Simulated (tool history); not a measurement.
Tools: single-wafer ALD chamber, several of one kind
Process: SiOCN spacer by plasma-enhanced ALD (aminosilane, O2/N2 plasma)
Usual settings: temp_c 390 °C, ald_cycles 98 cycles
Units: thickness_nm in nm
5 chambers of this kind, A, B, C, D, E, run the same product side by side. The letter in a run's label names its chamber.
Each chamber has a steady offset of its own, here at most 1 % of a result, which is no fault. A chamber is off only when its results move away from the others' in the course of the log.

run	hour	temp_c	ald_cycles	hours since the last thermocouple change	read-back reference wafer on the same gauge, thickness_nm	thickness_nm
1B	4.2	390	98	746.8	6.8417	5.9385
2A	11.5	390	98	600.7	6.8411	5.9481
3E	19.9	390	98	1269.5	6.8422	5.9040
4C	26.7	390	98	186.4	6.8427	5.8887
5D	32.4	390	98	1475.6	6.8428	5.9553
6B	39.9	390	98	782.5	6.8454	5.9324
7A	47.1	390	98	636.3	6.8454	5.9521
8D	54.6	390	98	1497.8	6.8458	5.9505
9E	61.2	390	98	1310.8	6.8471	5.9043
10C	65.4	390	98	225.1	6.8477	5.9043
11E	72.9	390	98	1322.5	6.8498	5.9102
12D	81.8	402	108	1525.0	6.8494	6.5233
13A	88.2	402	108	677.4	6.8519	6.5212
14B	94.0	402	108	836.6	6.8523	6.4914
15C	98.1	402	108	257.8	6.8517	6.4703
16B	106.4	402	108	849.0	6.8528	6.4980
17E	113.2	382	115	1362.8	6.8533	6.9453
18D	117.6	382	115	1560.8	6.8525	7.0086
19A	126.4	382	115	715.6	6.8538	6.9915
20C	134.9	382	115	294.6	6.8558	6.9346
21A	143.8	382	115	733.0	6.8577	6.9897
22E	148.7	390	98	1398.3	6.8581	5.9239
23D	156.8	390	98	1600.0	6.8582	5.9708
24C	163.2	390	98	322.9	6.8587	5.9231
25B	172.2	390	98	914.8	6.8612	5.9420
26C	179.8	382	85	339.5	6.8595	5.1266
27D	186.7	382	85	1629.9	6.8620	5.1786
28B	192.5	382	85	935.1	6.8627	5.1511
29A	199.6	382	85	788.8	6.8641	5.1717
30E	205.6	382	85	1455.2	6.8642	5.1288
31A	210.7	390	98	799.9	6.8660	5.9690
32B	217.5	390	98	960.1	6.8644	5.9494
33D	224.5	390	98	1667.7	6.8667	5.9733
34E	229.8	390	98	1479.4	6.8645	5.9197
35C	236.4	390	98	396.1	6.8687	5.9147
36D	243.9	384	98	1687.1	6.8678	5.9884
37A	250.4	384	98	839.6	6.8684	5.9645

All 5 chambers run these settings next. Forecast each chamber's results:
38A	256.9	390	112			?
38B	256.9	390	112			?
38C	256.9	390	112			?
38D	256.9	390	112			?
38E	256.9	390	112			?

run	thickness_nm
38A	6.8260
38B	6.8053
38C	6.7621
38D	6.8215
38E	6.7790
